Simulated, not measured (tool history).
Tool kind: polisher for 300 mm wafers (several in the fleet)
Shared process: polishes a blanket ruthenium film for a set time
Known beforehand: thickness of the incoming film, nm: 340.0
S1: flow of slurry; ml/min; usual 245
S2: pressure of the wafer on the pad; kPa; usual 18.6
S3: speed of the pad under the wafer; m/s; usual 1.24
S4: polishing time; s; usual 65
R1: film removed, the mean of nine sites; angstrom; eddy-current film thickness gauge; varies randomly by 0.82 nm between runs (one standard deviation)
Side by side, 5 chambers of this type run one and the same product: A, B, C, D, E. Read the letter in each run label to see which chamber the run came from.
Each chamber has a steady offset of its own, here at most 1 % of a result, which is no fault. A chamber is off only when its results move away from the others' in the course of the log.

At day 0.129: chamber E: slurry nozzle cleaned.
Run 1E, day 0.188: usual settings. Result: R1 1217.3 angstrom.
Run 2B, day 0.333: usual settings. Result: R1 1227.9 angstrom.
At day 0.421: chamber B: worn pad replaced by a new one.
Run 3A, day 0.5: usual settings. Result: R1 1243.4 angstrom.
At day 0.633: chamber E: worn pad replaced by a new one.
Run 4D, day 0.662: usual settings. Result: R1 1231 angstrom.
Run 5C, day 0.775: usual settings but S1 175 ml/min, S3 0.98 m/s. Result: R1 936.42 angstrom.
Run 6A, day 0.917: usual settings but S1 175 ml/min, S3 0.98 m/s. Result: R1 934.08 angstrom.
Run 7C, day 1.083: usual settings but S1 175 ml/min, S3 0.98 m/s. Result: R1 944.71 angstrom.
Run 8E, day 1.183: usual settings but S1 175 ml/min, S3 0.98 m/s. Result: R1 933.91 angstrom.
Run 9D, day 1.362: usual settings but S1 175 ml/min, S3 0.98 m/s. Result: R1 944.19 angstrom.
At day 1.429: chamber D: worn pad replaced by a new one.
Run 10B, day 1.462: usual settings but S4 46 s. Result: R1 872.46 angstrom.
Run 11B, day 1.55: usual settings but S4 46 s. Result: R1 873.37 angstrom.
Run 12A, day 1.683: usual settings but S4 46 s. Result: R1 878.33 angstrom.
At day 1.829: chamber A: worn pad replaced by a new one.
Run 13D, day 1.833: usual settings but S4 46 s. Result: R1 882.76 angstrom.
Run 14C, day 1.929: usual settings but S4 46 s. Result: R1 866.51 angstrom.
Run 15E, day 2.05: usual settings. Result: R1 1227.6 angstrom.
Run 16A, day 2.208: usual settings. Result: R1 1230.9 angstrom.
Run 17E, day 2.362: usual settings. Result: R1 1223.4 angstrom.
At day 2.367: chamber C: worn pad replaced by a new one.
Run 18C, day 2.45: usual settings. Result: R1 1228.5 angstrom.
Run 19B, day 2.629: usual settings. Result: R1 1222 angstrom.
At day 2.658: chamber E: worn pad replaced by a new one.
Run 20D, day 2.721: usual settings. Result: R1 1234.9 angstrom.
Run 21C, day 2.875: usual settings. Result: R1 1238.5 angstrom.
Run 22E, day 3.021: usual settings. Result: R1 1235.5 angstrom.
Run 23A, day 3.2: usual settings. Result: R1 1224.8 angstrom.
Run 24D, day 3.375: usual settings. Result: R1 1247.9 angstrom.
Run 25B, day 3.483: usual settings. Result: R1 1233.9 angstrom.
Run 26D, day 3.604: usual settings. Result: R1 1242 angstrom.
Run 27C, day 3.708: usual settings. Result: R1 1234.1 angstrom.
Run 28B, day 3.85: usual settings. Result: R1 1217.3 angstrom.
Run 29A, day 3.954: usual settings. Result: R1 1232.8 angstrom.
Run 30E, day 4.058: usual settings. Result: R1 1232.3 angstrom.
Run 31E, day 4.171: usual settings. Result: R1 1216.1 angstrom.
At day 4.217: chamber B: worn pad replaced by a new one.
Run 32A, day 4.367: usual settings. Result: R1 1239.6 angstrom.
Run 33B, day 4.479: usual settings. Result: R1 1233.6 angstrom.

What goes on in this fleet: one chamber off, a drifting gauge, or nothing beyond the chambers' own small offsets? Name the chamber and the cause, if any.

Neither any chamber nor the gauge drifts; the chambers differ only by their own small, steady offsets.
